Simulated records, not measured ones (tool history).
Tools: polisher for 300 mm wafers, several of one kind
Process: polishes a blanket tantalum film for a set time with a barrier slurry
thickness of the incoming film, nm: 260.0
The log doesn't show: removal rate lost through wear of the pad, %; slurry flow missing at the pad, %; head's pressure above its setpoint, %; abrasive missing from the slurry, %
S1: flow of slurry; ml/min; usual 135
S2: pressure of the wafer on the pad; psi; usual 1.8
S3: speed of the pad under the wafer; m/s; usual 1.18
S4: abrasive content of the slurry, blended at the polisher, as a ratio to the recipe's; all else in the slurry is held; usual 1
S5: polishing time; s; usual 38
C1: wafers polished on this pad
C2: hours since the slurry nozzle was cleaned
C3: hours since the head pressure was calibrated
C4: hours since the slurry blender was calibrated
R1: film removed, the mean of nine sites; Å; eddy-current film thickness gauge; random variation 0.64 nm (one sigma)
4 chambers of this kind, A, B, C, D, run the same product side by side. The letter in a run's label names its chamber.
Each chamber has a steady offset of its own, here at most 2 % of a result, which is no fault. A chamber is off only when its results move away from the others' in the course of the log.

run 1C hour=7.3 | S1=135 S2=1.8 S3=1.18 S4=1 S5=38 | C1=332 C2=58.6 C3=356.2 C4=277.6 | R1=737.33
run 2B hour=22.6 | S1=135 S2=1.8 S3=1.18 S4=1 S5=38 | C1=294 C2=166.6 C3=1330.9 C4=127.7 | R1=726.80
run 3A hour=32.2 | S1=135 S2=1.8 S3=1.18 S4=1 S5=38 | C1=887 C2=88.3 C3=79.1 C4=51.2 | R1=723.74
run 4D hour=40.2 | S1=135 S2=1.8 S3=1.18 S4=1 S5=38 | C1=679 C2=57.3 C3=480.9 C4=435.4 | R1=732.68
run 5A hour=48.1 | S1=135 S2=1.8 S3=1.18 S4=1 S5=38 | C1=1040 C2=104.2 C3=95.0 C4=67.1 | R1=732.38
-- hour=49.8 chamber D: worn pad replaced by a new one
-- hour=51.0 chamber D: head pressure recalibrated
-- hour=53.8 chamber C: worn pad replaced by a new one
run 6D hour=63.0 | S1=135 S2=1.8 S3=1.18 S4=1 S5=38 | C1=127 C2=80.1 C3=12.1 C4=458.2 | R1=731.21
-- hour=71.7 chamber D: slurry blender recalibrated
run 7B hour=76.0 | S1=135 S2=1.8 S3=1.18 S4=1 S5=38 | C1=809 C2=220.0 C3=1384.3 C4=181.1 | R1=721.61
run 8C hour=86.7 | S1=135 S2=1.8 S3=1.18 S4=1 S5=38 | C1=317 C2=138.0 C3=435.6 C4=357.0 | R1=745.67
run 9C hour=95.2 | S1=135 S2=1.8 S3=1.18 S4=1 S5=38 | C1=399 C2=146.5 C3=444.1 C4=365.5 | R1=744.72
-- hour=99.5 chamber B: worn pad replaced by a new one
-- hour=100.4 chamber C: slurry blender recalibrated
-- hour=101.4 chamber A: worn pad replaced by a new one
run 10A hour=110.8 | S1=135 S2=1.8 S3=1.18 S4=1 S5=38 | C1=91 C2=166.9 C3=157.7 C4=129.8 | R1=732.80
-- hour=117.6 chamber C: worn pad replaced by a new one
run 11D hour=123.0 | S1=135 S2=1.8 S3=1.18 S4=1 S5=38 | C1=706 C2=140.1 C3=72.1 C4=51.3 | R1=716.97
-- hour=130.0 chamber D: worn pad replaced by a new one
run 12B hour=136.6 | S1=135 S2=1.8 S3=1.18 S4=1 S5=38 | C1=357 C2=280.6 C3=1444.9 C4=241.7 | R1=717.42
-- hour=138.1 chamber B: head pressure recalibrated
run 13D hour=146.3 | S1=135 S2=1.8 S3=1.18 S4=1 S5=38 | C1=157 C2=163.4 C3=95.4 C4=74.6 | R1=716.58
run 14B hour=158.1 | S1=135 S2=1.8 S3=1.18 S4=1 S5=38 | C1=564 C2=302.1 C3=20.1 C4=263.2 | R1=807.50
-- hour=164.6 chamber B: slurry nozzle cleaned
run 15A hour=172.8 | S1=135 S2=1.8 S3=1.18 S4=1 S5=38 | C1=689 C2=228.9 C3=219.7 C4=191.8 | R1=734.49
run 16C hour=179.9 | S1=135 S2=1.8 S3=1.18 S4=1 S5=38 | C1=601 C2=231.2 C3=528.8 C4=79.5 | R1=737.98
-- hour=188.8 chamber B: worn pad replaced by a new one
run 17D hour=189.3 | S1=135 S2=1.8 S3=1.18 S4=1 S5=38 | C1=571 C2=206.4 C3=138.4 C4=117.6 | R1=710.15
-- hour=198.1 chamber C: worn pad replaced by a new one
run 18B hour=199.8 | S1=135 S2=1.8 S3=1.18 S4=1 S5=38 | C1=106 C2=35.3 C3=61.8 C4=304.9 | R1=813.41
-- hour=204.5 chamber B: slurry blender recalibrated
run 19A hour=210.8 | S1=135 S2=1.8 S3=1.18 S4=1 S5=38 | C1=1055 C2=266.9 C3=257.7 C4=229.8 | R1=722.76
-- hour=213.5 chamber D: worn pad replaced by a new one
-- hour=218.4 chamber C: head pressure recalibrated
run 20C hour=220.7 | S1=135 S2=1.8 S3=1.18 S4=1 S5=38 | C1=218 C2=272.0 C3=2.4 C4=120.3 | R1=735.38
run 21B hour=227.9 | S1=135 S2=1.8 S3=1.18 S4=1 S5=38 | C1=376 C2=63.4 C3=89.9 C4=23.4 | R1=806.92
-- hour=237.7 chamber A: slurry nozzle cleaned
run 22D hour=241.7 | S1=135 S2=1.8 S3=1.18 S4=1 S5=38 | C1=272 C2=258.8 C3=190.8 C4=170.0 | R1=736.51
-- hour=242.0 chamber A: worn pad replaced by a new one
run 23A hour=253.4 | S1=135 S2=1.8 S3=1.18 S4=1 S5=38 | C1=110 C2=15.7 C3=300.3 C4=272.4 | R1=730.67
run 24C hour=266.4 | S1=135 S2=1.8 S3=1.18 S4=1 S5=38 | C1=659 C2=317.7 C3=48.1 C4=166.0 | R1=736.44
-- hour=267.0 chamber C: worn pad replaced by a new one
run 25A hour=277.4 | S1=135 S2=1.8 S3=1.18 S4=1 S5=38 | C1=341 C2=39.7 C3=324.3 C4=296.4 | R1=722.59
-- hour=287.7 chamber D: worn pad replaced by a new one
run 26D hour=292.3 | S1=135 S2=1.8 S3=1.18 S4=1 S5=38 | C1=45 C2=309.4 C3=241.4 C4=220.6 | R1=731.58
-- hour=296.3 chamber B: worn pad replaced by a new one
-- hour=303.1 chamber A: slurry blender recalibrated
run 27B hour=305.3 | S1=135 S2=1.8 S3=1.18 S4=1 S5=38 | C1=87 C2=140.8 C3=167.3 C4=100.8 | R1=808.80
run 28C hour=317.8 | S1=135 S2=1.8 S3=1.18 S4=1 S5=38 | C1=490 C2=369.1 C3=99.5 C4=217.4 | R1=737.44
run 29C hour=331.0 | S1=135 S2=1.8 S3=1.18 S4=1 S5=38 | C1=617 C2=382.3 C3=112.7 C4=230.6 | R1=737.29
run 30D hour=340.9 | S1=135 S2=1.8 S3=1.18 S4=1 S5=38 | C1=513 C2=358.0 C3=290.0 C4=269.2 | R1=731.01
run 31A hour=350.1 | S1=170 S2=1.8 S3=1.18 S4=1 S5=38 | C1=1042 C2=112.4 C3=397.0 C4=47.0 | R1=759.46
run 32B hour=366.2 | S1=170 S2=1.8 S3=1.18 S4=1 S5=38 | C1=674 C2=201.7 C3=228.2 C4=161.7 | R1=847.20
run 33B hour=374.7 | S1=170 S2=1.8 S3=1.18 S4=1 S5=38 | C1=755 C2=210.2 C3=236.7 C4=170.2 | R1=836.16

What goes on in this fleet: one chamber off, a drifting gauge, or nothing beyond the chambers' own small offsets? Name the chamber and the cause, if any.

A service left chamber B off against the others.
Cause: head's pressure above its setpoint, % = 11.5.

Here are 4 candidates for chamber B's next run, each the usual settings with a change, their results left as question marks. Which one brings its results back in line with what the others give on the usual settings?
In line means no further than this from the other chambers' mean on the usual settings: R1 22.00 Å
run 34B-1 hour=386.3 | S1=135 S2=1.8 S3=1.18 S4=0.75 S5=38 | R1=?
run 34B-2 hour=386.3 | S1=135 S2=1.9 S3=1.22 S4=1.00 S5=39 | R1=?
run 34B-3 hour=386.3 | S1=135 S2=1.8 S3=1.24 S4=1.00 S5=38 | R1=?
run 34B-4 hour=386.3 | S1=135 S2=1.8 S3=1.16 S4=1.00 S5=37 | R1=?

The other chambers' mean on the usual settings: R1 728.23 Å
run=34B-1 R1=732.88
run=34B-2 R1=903.74
run=34B-3 R1=847.94
run=34B-4 R1=772.17
34B-1 brings the chamber back in line.
